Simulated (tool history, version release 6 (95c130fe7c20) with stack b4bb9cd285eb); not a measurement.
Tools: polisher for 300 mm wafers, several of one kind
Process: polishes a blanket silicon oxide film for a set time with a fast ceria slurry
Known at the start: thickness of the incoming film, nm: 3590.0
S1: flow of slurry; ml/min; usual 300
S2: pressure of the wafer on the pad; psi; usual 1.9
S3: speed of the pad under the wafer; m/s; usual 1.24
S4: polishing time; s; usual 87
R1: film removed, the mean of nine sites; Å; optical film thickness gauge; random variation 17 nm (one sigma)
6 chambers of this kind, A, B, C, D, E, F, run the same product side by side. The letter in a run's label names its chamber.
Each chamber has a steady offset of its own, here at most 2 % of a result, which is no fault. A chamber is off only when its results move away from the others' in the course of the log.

run	day	S1	S2	S3	S4	R1
# day 0.175: chamber C: head pressure recalibrated
1A	0.342	300	1.9	1.24	87	11904
2D	0.7	300	1.9	1.24	87	12057
# day 0.975: chamber D: worn pad replaced by a new one
3F	1.108	300	1.9	1.24	87	12510
4C	1.542	300	1.9	1.24	87	12084
5E	2.054	300	1.9	1.24	87	12309
6B	2.446	300	1.9	1.24	87	11867
# day 2.738: chamber B: worn pad replaced by a new one
7F	2.954	300	2.4	1.24	66	11837
# day 3.062: chamber F: worn pad replaced by a new one
8D	3.588	300	2.4	1.24	66	11636
9E	3.929	300	2.4	1.24	66	12181
10B	4.342	300	2.4	1.24	66	11460
11A	4.746	300	2.4	1.24	66	11224
# day 4.954: chamber F: slurry nozzle cleaned
# day 5.025: chamber C: worn pad replaced by a new one
12C	5.175	300	2.4	1.24	66	11776
# day 5.617: chamber E: worn pad replaced by a new one
13D	5.65	300	1.9	1.24	87	11900
# day 5.696: chamber A: worn pad replaced by a new one
# day 5.879: chamber D: worn pad replaced by a new one
14C	5.962	300	1.9	1.24	87	11885
15F	6.242	300	1.9	1.24	87	12253
16A	6.562	300	1.9	1.24	87	11804
17E	6.892	300	1.9	1.24	87	12698
18B	7.525	300	1.9	1.24	87	12314
# day 7.946: chamber B: slurry nozzle cleaned
19C	7.983	300	1.9	1.24	87	11862
20A	8.308	300	1.9	1.24	87	11742
21B	8.746	300	1.9	1.52	115	19661
# day 8.858: chamber F: worn pad replaced by a new one
22E	9.317	300	1.9	1.52	115	20840
23D	9.704	300	1.9	1.52	115	19619
24F	10.329	300	1.9	1.52	115	19994
# day 10.404: chamber C: slurry nozzle cleaned
25E	10.688	300	1.9	1.52	115	20753
# day 10.762: chamber D: worn pad replaced by a new one
26A	11.092	300	1.9	1.52	115	19270
# day 11.175: chamber B: worn pad replaced by a new one
27B	11.396	300	1.2	1.24	87	7723.8
# day 11.646: chamber E: worn pad replaced by a new one
28D	11.879	300	1.2	1.24	87	7667.7
29F	12.183	300	1.2	1.24	87	7741.1
# day 12.421: chamber C: worn pad replaced by a new one
30C	12.5	300	1.2	1.24	87	7710.5
31C	12.792	300	1.2	1.24	87	7915.2
32F	13.112	300	1.2	1.24	87	7568.9
33D	13.675	300	2.3	1.24	98	16359
# day 13.725: chamber A: worn pad replaced by a new one
34E	14.142	300	2.3	1.24	98	17675
# day 14.329: chamber F: worn pad replaced by a new one
35A	14.588	300	2.3	1.24	98	16233
36B	14.967	300	2.3	1.24	98	15975
37F	15.267	300	2.3	1.24	98	16856
# day 15.708: chamber B: head pressure recalibrated
38E	15.838	300	2.3	1.24	98	18065
# day 16.208: chamber A: head pressure recalibrated
# day 16.379: chamber D: worn pad replaced by a new one
39C	16.471	300	1.9	1.24	87	12338
40B	16.875	300	1.9	1.24	87	12448
41A	17.488	300	1.3	1.24	87	8195.2
# day 17.721: chamber B: slurry nozzle cleaned
42D	17.921	300	1.3	1.24	87	8237.9
# day 18.221: chamber B: worn pad replaced by a new one
43B	18.404	300	1.3	1.24	87	8345

What goes on in this fleet: one chamber off, a drifting gauge, or nothing beyond the chambers' own small offsets? Name the chamber and the cause, if any.

Chamber E drifts away from the others.
Cause: head's pressure above its setpoint, % = 9.72.

Here are 4 candidates for chamber E's next run, each the usual settings with a change, their results left as question marks. Which one brings its results back in line with what the others give on the usual settings?
In line means no further than this from the other chambers' mean on the usual settings: R1 590 Å
44E-1	18.862	300	1.8	1.2	85	?
44E-2	18.862	300	2.1	1.24	87	?
44E-3	18.862	305	1.9	1.24	107	?
44E-4	18.862	300	1.8	1.16	81	?

The other chambers' mean on the usual settings: R1 12137 Å
run	R1
44E-1	12000
44E-2	14843
44E-3	16518
44E-4	11053
44E-1 brings the chamber back in line.
